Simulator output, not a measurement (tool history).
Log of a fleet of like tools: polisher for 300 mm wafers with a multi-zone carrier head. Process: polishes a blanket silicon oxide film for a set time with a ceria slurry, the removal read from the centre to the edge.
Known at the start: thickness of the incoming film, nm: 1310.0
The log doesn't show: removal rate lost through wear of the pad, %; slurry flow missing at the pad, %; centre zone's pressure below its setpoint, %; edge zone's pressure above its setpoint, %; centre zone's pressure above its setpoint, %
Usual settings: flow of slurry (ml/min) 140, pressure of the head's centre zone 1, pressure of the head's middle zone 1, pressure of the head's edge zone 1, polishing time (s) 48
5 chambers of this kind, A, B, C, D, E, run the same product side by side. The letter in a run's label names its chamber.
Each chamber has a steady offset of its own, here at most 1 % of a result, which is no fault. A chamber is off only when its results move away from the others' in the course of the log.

run,hour,flow of slurry (ml/min),pressure of the head's centre zone,pressure of the head's middle zone,pressure of the head's edge zone,polishing time (s),wafers polished on this pad,hours since the slurry nozzle was cleaned,hours since the centre zone pressure was calibrated,hours since the edge zone pressure was calibrated,film removed at the wafer's centre (angstrom),film removed at mid-radius (angstrom),film removed at the wafer's edge (angstrom)
# hour 2.4: chamber B: worn pad replaced by a new one
1C,6.5,140,1,1,1,48,407,365.2,163.5,136.7,2000.7,2003.2,1953.5
2D,19.7,140,1,1,1,48,580,137.6,607.3,54.2,1979.9,1965,2035.7
3E,27,140,1,1,1,48,1416,725,515,241.8,1951.4,2008.1,1948.8
# hour 28.6: chamber E: worn pad replaced by a new one
4A,37.8,140,1,1,1,48,905,631.7,378.5,105.6,1943.9,1948.9,1985.3
# hour 43.8: chamber A: worn pad replaced by a new one
5B,51.1,140,1,1,1,48,655,897,696.5,235.1,1992.2,2004.9,1975.3
# hour 56.8: chamber D: worn pad replaced by a new one
# hour 57: chamber C: worn pad replaced by a new one
6D,57.3,140,1,1,1,48,7,175.2,644.9,91.8,2018.5,1985.7,2005.6
7B,64.9,140,1,1,1,48,841,910.8,710.3,248.9,2014.9,1969.3,1968.5
# hour 67.6: chamber B: slurry nozzle cleaned
# hour 70.3: chamber E: slurry nozzle cleaned
8A,74.1,140,1,1,1,48,407,668,414.8,141.9,1982.4,1957,2022.3
9E,86.6,140,1,1,1,48,781,16.4,574.6,301.4,1985.6,2012.4,1976.3
# hour 90.5: chamber B: worn pad replaced by a new one
10C,96.3,140,1,1,1,48,529,455,253.3,226.5,1988.4,1975.4,1962.2
11E,104.4,140,1,1,1,48,1020,34.2,592.4,319.2,2004.2,1968,2001
12D,118,140,1,1,1,48,823,235.9,705.6,152.5,1998.4,1966.5,1991.6
# hour 119.3: chamber A: worn pad replaced by a new one
# hour 125.1: chamber D: slurry nozzle cleaned
13B,127.1,140,1,1,1,48,492,59.5,772.5,311.1,1988.2,1992.1,1945.4
# hour 135.3: chamber C: worn pad replaced by a new one
# hour 136.8: chamber D: worn pad replaced by a new one
# hour 137: chamber E: worn pad replaced by a new one
14A,137.8,140,1,1,1,48,249,731.7,478.5,205.6,1983.6,1986.2,2028.4
# hour 140.9: chamber C: slurry nozzle cleaned
15C,146.2,140,1,1,1,48,147,5.3,303.2,276.4,1978,1986.2,1993.4
16A,157.3,105,1,1,1,48,511,751.2,498,225.1,1785,1801.9,1906.2
17B,165.1,105,1,1,1,48,1004,97.5,810.5,349.1,1839.6,1866.8,1892
# hour 168.7: chamber B: worn pad replaced by a new one
18E,178.1,105,1,1,1,48,552,107.9,666.1,392.9,1843,1867.1,1918.9
19D,185.6,105,1,1,1,48,656,60.5,773.2,220.1,1819.8,1840.4,1906.8
20C,193.5,105,1,1,1,48,783,52.6,350.5,323.7,1853.3,1836.4,1894.7
21E,200.2,140,1,1,1,48,850,130,688.2,415,1977.9,1994.7,1974.5
# hour 207.9: chamber D: worn pad replaced by a new one
# hour 210.4: chamber A: worn pad replaced by a new one
22D,212.9,140,1,1,1,48,67,87.8,800.5,247.4,1968.7,2000.5,1978.5
# hour 215.4: chamber C: worn pad replaced by a new one
23B,222.2,155,1,1,0.96,48,719,154.6,867.6,406.2,2007.3,2050.5,1974.7
24C,231.9,155,1,1,0.96,48,222,91,388.9,362.1,2031.3,2043.1,1900.6
# hour 234.6: chamber B: edge zone pressure recalibrated
25A,242.1,155,1,1,0.96,48,427,836,582.8,309.9,1956.3,1975.1,2009.1
# hour 243.3: chamber E: worn pad replaced by a new one
26B,248.6,155,1,1,0.96,48,1074,181,894,14,2043.1,2069.2,1968.1
# hour 249.2: chamber B: centre zone pressure recalibrated
# hour 249.3: chamber B: worn pad replaced by a new one
27A,260.2,155,1,1,0.96,48,670,854.1,600.9,328,1881.2,2004.8,1982
28E,274.1,140,1,1,1,48,415,203.9,762.1,488.9,1976.3,2006.3,1946.7
# hour 276.6: chamber D: worn pad replaced by a new one
29D,283.4,140,1,1,1,48,91,158.3,871,317.9,1962.3,1951.5,1939.8
# hour 290.7: chamber C: worn pad replaced by a new one
# hour 294.2: chamber A: worn pad replaced by a new one
30C,294.5,140,1,1,1,48,51,153.6,451.5,424.7,1963.7,1996.9,1935.4
31C,302.1,140,1,1,1,48,153,161.2,459.1,432.3,2004.6,1965.8,1986.6
32B,312.3,140,1,1,1,48,847,244.7,63.2,77.7,1987.8,1982,1977.8
# hour 313: chamber C: centre zone pressure recalibrated
33D,318.5,140,1,1,0.94,32,563,193.4,906.1,353,1306.1,1310.4,1277.5
# hour 325.2: chamber B: worn pad replaced by a new one
34E,327.3,140,1,1,0.94,32,1130,257.1,815.3,542.1,1339.5,1339.9,1279.2
35A,338.4,140,1,1,0.94,32,594,932.3,679.1,406.2,1175.7,1302.3,1279.2
# hour 342.3: chamber E: worn pad replaced by a new one
36A,349,140,1,1,0.94,32,737,942.9,689.7,416.8,1163.9,1308.6,1292
37B,355.4,140,1,1,0.94,32,407,287.8,106.3,120.8,1316.1,1346.6,1288.3
# hour 357.9: chamber A: slurry nozzle cleaned
# hour 364.1: chamber D: worn pad replaced by a new one
38C,364.7,140,1,1,1,48,995,223.8,51.8,494.9,1989.7,1964.7,1947.5
# hour 369.4: chamber A: worn pad replaced by a new one
39D,378.3,140,1,1,1,48,191,253.2,965.9,412.8,1994.2,1930.4,2012.4
40E,385.9,140,1,1,1,48,587,315.7,873.9,600.7,1987.7,2014.8,1973
41A,397.9,140,1,1,1,48,383,40,738.6,465.7,1754.4,1934,2002.6

Is one chamber off against the others, does the gauge drift, or is nothing wrong? If a chamber is off, say which, and what the likeliest cause is.

Chamber A drifts away from the others.
Cause: centre zone's pressure below its setpoint, % = 9.22.

Here are 4 candidates for chamber A's next run, each the usual settings with a change, their results left as question marks. Which one brings its results back in line with what the others give on the usual settings?
In line means no further than this from the other chambers' mean on the usual settings: film removed at the wafer's centre (angstrom) 81; film removed at mid-radius (angstrom) 61; film removed at the wafer's edge (angstrom) 80
42A-1,407.9,135,0.97,1,1.01,48,,,,,?,?,?
42A-2,407.9,150,1.09,1,0.96,48,,,,,?,?,?
42A-3,407.9,130,0.91,1,1.04,48,,,,,?,?,?
42A-4,407.9,145,1.03,1,0.99,48,,,,,?,?,?

The other chambers' mean on the usual settings: film removed at the wafer's centre (angstrom) 1983.9; film removed at mid-radius (angstrom) 1983.5; film removed at the wafer's edge (angstrom) 1977.5
run,film removed at the wafer's centre (angstrom),film removed at mid-radius (angstrom),film removed at the wafer's edge (angstrom)
42A-1,1679.3,1931.7,1983.4
42A-2,1958.2,1971.4,1961.3
42A-3,1548.6,1916.9,2002.7
42A-4,1825.3,1959.2,1983.2
42A-2 brings the chamber back in line.

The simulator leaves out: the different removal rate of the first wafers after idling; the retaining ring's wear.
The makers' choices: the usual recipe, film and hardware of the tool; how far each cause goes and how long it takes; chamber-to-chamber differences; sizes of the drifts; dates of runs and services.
